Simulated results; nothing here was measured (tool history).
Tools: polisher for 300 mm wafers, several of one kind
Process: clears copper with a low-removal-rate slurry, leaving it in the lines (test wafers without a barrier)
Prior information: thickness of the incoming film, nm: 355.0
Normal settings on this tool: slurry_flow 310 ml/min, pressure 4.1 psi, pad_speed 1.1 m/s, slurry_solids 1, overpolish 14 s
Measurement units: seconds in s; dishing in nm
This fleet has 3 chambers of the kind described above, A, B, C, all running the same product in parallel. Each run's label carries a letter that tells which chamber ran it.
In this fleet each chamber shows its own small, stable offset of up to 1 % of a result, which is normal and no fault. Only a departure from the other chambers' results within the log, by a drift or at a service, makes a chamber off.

Run 1B, day 0.3: usual settings. Result: seconds 89.348 s, dishing 39.408 nm.
At day 0.567: chamber C: worn pad replaced by a new one.
Run 2A, day 0.621: usual settings. Result: seconds 91.804 s, dishing 39.192 nm.
Run 3C, day 0.921: usual settings. Result: seconds 90.428 s, dishing 38.234 nm.
Run 4C, day 1.133: usual settings. Result: seconds 88.145 s, dishing 39.119 nm.
Run 5B, day 1.338: usual settings. Result: seconds 90.268 s, dishing 39.244 nm.
Run 6A, day 1.55: usual settings but slurry_solids 0.85. Result: seconds 94.084 s, dishing 37.059 nm.
Run 7C, day 1.783: usual settings but slurry_solids 0.85. Result: seconds 91.899 s, dishing 38.568 nm.
Run 8A, day 2.179: usual settings but slurry_solids 0.85. Result: seconds 94.011 s, dishing 36.595 nm.
At day 2.521: chamber C: head pressure recalibrated.
Run 9B, day 2.608: usual settings. Result: seconds 87.848 s, dishing 38.776 nm.
At day 2.833: chamber A: worn pad replaced by a new one.
Run 10C, day 2.962: usual settings. Result: seconds 88.529 s, dishing 39.025 nm.
At day 3.1: chamber B: slurry blender recalibrated.
At day 3.225: chamber C: worn pad replaced by a new one.
Run 11B, day 3.35: usual settings. Result: seconds 90.282 s, dishing 39.028 nm.
Run 12A, day 3.567: usual settings but pressure 5.2 psi, slurry_solids 1.3. Result: seconds 67.166 s, dishing 51.517 nm.
Run 13C, day 3.779: usual settings but pressure 5.2 psi, slurry_solids 1.3. Result: seconds 65.084 s, dishing 48.777 nm.
Run 14B, day 4.017: usual settings but pressure 5.2 psi, slurry_solids 1.3. Result: seconds 67.885 s, dishing 51.038 nm.
Run 15A, day 4.396: usual settings. Result: seconds 90.307 s, dishing 37.501 nm.
Run 16A, day 4.808: usual settings. Result: seconds 90.026 s, dishing 38.017 nm.
Run 17B, day 5.083: usual settings. Result: seconds 91.498 s, dishing 38.93 nm.
Run 18C, day 5.333: usual settings but slurry_solids 0.85, overpolish 7 s. Result: seconds 92.963 s, dishing 20.295 nm.
Run 19B, day 5.629: usual settings but slurry_solids 0.85, overpolish 7 s. Result: seconds 93.946 s, dishing 20.158 nm.
Run 20A, day 6.058: usual settings but slurry_solids 0.85, overpolish 7 s. Result: seconds 91.682 s, dishing 19.881 nm.
At day 6.188: chamber C: worn pad replaced by a new one.
Run 21C, day 6.258: usual settings. Result: seconds 88.896 s, dishing 39.423 nm.
At day 6.45: chamber A: worn pad replaced by a new one.
Run 22B, day 6.638: usual settings. Result: seconds 92.569 s, dishing 37.541 nm.
Run 23A, day 7: usual settings. Result: seconds 89.672 s, dishing 38.024 nm.
Run 24C, day 7.25: usual settings. Result: seconds 88.873 s, dishing 38.789 nm.
Run 25A, day 7.638: usual settings. Result: seconds 90.177 s, dishing 37.791 nm.
Run 26B, day 8.029: usual settings. Result: seconds 96.205 s, dishing 36.526 nm.
Run 27C, day 8.221: usual settings but pressure 3.2 psi. Result: seconds 112.91 s, dishing 29.941 nm.
Run 28B, day 8.592: usual settings but pressure 3.2 psi. Result: seconds 122.99 s, dishing 28.962 nm.
At day 8.758: chamber C: worn pad replaced by a new one.
Run 29C, day 8.808: usual settings but pressure 3.2 psi. Result: seconds 113.34 s, dishing 30.807 nm.
At day 8.962: chamber B: slurry nozzle cleaned.
Run 30A, day 9.146: usual settings. Result: seconds 90.905 s, dishing 39.14 nm.
At day 9.317: chamber A: slurry nozzle cleaned.
Run 31B, day 9.558: usual settings. Result: seconds 96.851 s, dishing 36.197 nm.
Run 32A, day 9.783: usual settings. Result: seconds 89.175 s, dishing 38.616 nm.
Run 33C, day 10.083: usual settings. Result: seconds 88.764 s, dishing 38.68 nm.
Run 34C, day 10.508: usual settings. Result: seconds 88.873 s, dishing 39.318 nm.
Run 35B, day 10.896: usual settings. Result: seconds 98.549 s, dishing 36.816 nm.

One chamber off, gauge drift, or nothing amiss beyond the chambers' own small offsets? If it is a chamber, which one, and what is the likeliest cause?

Chamber B drifts away from the others.
What lies behind it: removal rate lost through wear of the pad, % = 9.64.
It could be hard to tell apart here from: head's pressure below its setpoint, %; abrasive missing from the slurry, %.

Here are 4 candidates for chamber B's next run, each the usual settings with a change, their results left as question marks. Which one brings its results back in line with what the others give on the usual settings?
Counts as in line when no further than this from what the other chambers average on the usual settings: seconds 3.2 s; dishing 2.5 nm
Run 36B-1, day 11.217: usual settings but pressure 3.9 psi, pad_speed 1.04 m/s. Result: seconds ?, dishing ?.
Run 36B-2, day 11.217: usual settings but pressure 3.8 psi, pad_speed 1 m/s. Result: seconds ?, dishing ?.
Run 36B-3, day 11.217: usual settings but slurry_flow 315 ml/min, pressure 4.5 psi, pad_speed 1.2 m/s. Result: seconds ?, dishing ?.
Run 36B-4, day 11.217: usual settings but pressure 4.3 psi, pad_speed 1.16 m/s. Result: seconds ?, dishing ?.

What the other chambers average on the usual settings: seconds 89.47 s; dishing 38.94 nm
  run  seconds  dishing
36B-1   109.41   32.356
36B-2   116.76   30.502
36B-3   82.157   41.832
36B-4   89.035   38.943
The answer is 36B-4, which returns the chamber to within the allowed miss of the others.
